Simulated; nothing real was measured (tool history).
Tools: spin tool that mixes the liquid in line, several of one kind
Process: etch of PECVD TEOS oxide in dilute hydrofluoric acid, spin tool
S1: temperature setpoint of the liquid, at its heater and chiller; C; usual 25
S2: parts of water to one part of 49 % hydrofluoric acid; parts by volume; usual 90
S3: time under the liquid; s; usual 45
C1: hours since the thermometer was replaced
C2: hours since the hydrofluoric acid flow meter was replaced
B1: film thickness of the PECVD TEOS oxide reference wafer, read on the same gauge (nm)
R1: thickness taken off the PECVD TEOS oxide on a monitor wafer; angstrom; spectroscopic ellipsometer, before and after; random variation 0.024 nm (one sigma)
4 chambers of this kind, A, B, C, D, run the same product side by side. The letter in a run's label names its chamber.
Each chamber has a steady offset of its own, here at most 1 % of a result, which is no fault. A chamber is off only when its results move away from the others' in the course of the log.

run	hour	S1	S2	S3	C1	C2	B1	R1
1C	3.4	25	90	45	99.5	153.1	40	57.361
2A	8.5	25	90	45	1153.6	948	40	58.607
3D	13	25	90	45	876.6	901.9	40.008	57.971
4B	16	25	90	45	422.9	740.7	39.965	57.952
5D	20.7	25	90	45	884.3	909.6	39.999	57.971
6A	27	27.5	120	45	1172.1	966.5	40.015	45.979
7B	31.7	27.5	120	45	438.6	756.4	39.997	45.765
8C	37.9	27.5	120	45	134	187.6	39.992	45.586
9B	42.7	27.5	120	45	449.6	767.4	40.02	45.874
10D	47.3	25	90	45	910.9	936.2	40.017	57.932
11C	53.2	21.5	105	45	149.3	202.9	40.001	41.867
12A	57.8	21.5	105	45	1202.9	997.3	40.005	42.568
13B	63.7	21.5	105	45	470.6	788.4	39.986	42.278
14D	67.9	21.5	105	45	931.5	956.8	40.008	42.548
15C	72.9	25	90	45	169	222.6	39.992	57.583
16A	78.9	25	90	45	1224	1018.4	39.994	57.741
17B	84.5	25	90	45	491.4	809.2	39.981	57.094
18A	87.8	25	90	35	1232.9	1027.3	39.973	45.189
19C	92.7	25	90	35	188.8	242.4	39.992	44.648
20D	99.5	25	90	35	963.1	988.4	39.983	45.211
21A	102.7	25	90	35	1247.8	1042.2	40.01	44.938
22C	108.7	27	90	45	204.8	258.4	39.972	62.159
23D	114.6	27	90	45	978.2	1003.5	39.978	62.661
24B	120.1	27	90	45	527	844.8	39.986	60.471
25A	125.1	27	90	45	1270.2	1064.6	39.991	62.484
26C	128.2	25	90	45	224.3	277.9	40.006	57.126
27B	132.5	25	90	45	539.4	857.2	39.992	55.449
28D	137.3	25	90	45	1000.9	1026.2	40.02	57.943
29D	142.9	25	90	45	1006.5	1031.8	40.016	57.551
30C	146.2	25	60	25	242.3	295.9	39.996	50.761
31A	151.8	25	60	25	1296.9	1091.3	40.002	49.85
32B	155.9	25	60	25	562.8	880.6	39.97	47.47

What goes on in this fleet: one chamber off, a drifting gauge, or nothing beyond the chambers' own small offsets? Name the chamber and the cause, if any.

Chamber B drifts away from the others.
Cause: liquid colder than its thermometer reads (K) = 1.32.
The log may not tell that from: hydrofluoric acid flow below the setpoint (%).

Here are 4 candidates for chamber B's next run, each the usual settings with a change, their results left as question marks. Which one brings its results back in line with what the others give on the usual settings?
In line means no further than this from the other chambers' mean on the usual settings: R1 0.83 angstrom
33B-1	160.8	25	95	45				?
33B-2	160.8	25	90	40				?
33B-3	160.8	28	90	45				?
33B-4	160.8	26.5	90	45				?

The other chambers' mean on the usual settings: R1 57.857 angstrom
run	R1
33B-1	51.449
33B-2	48.58
33B-3	61.432
33B-4	57.965
33B-4 brings the chamber back in line.
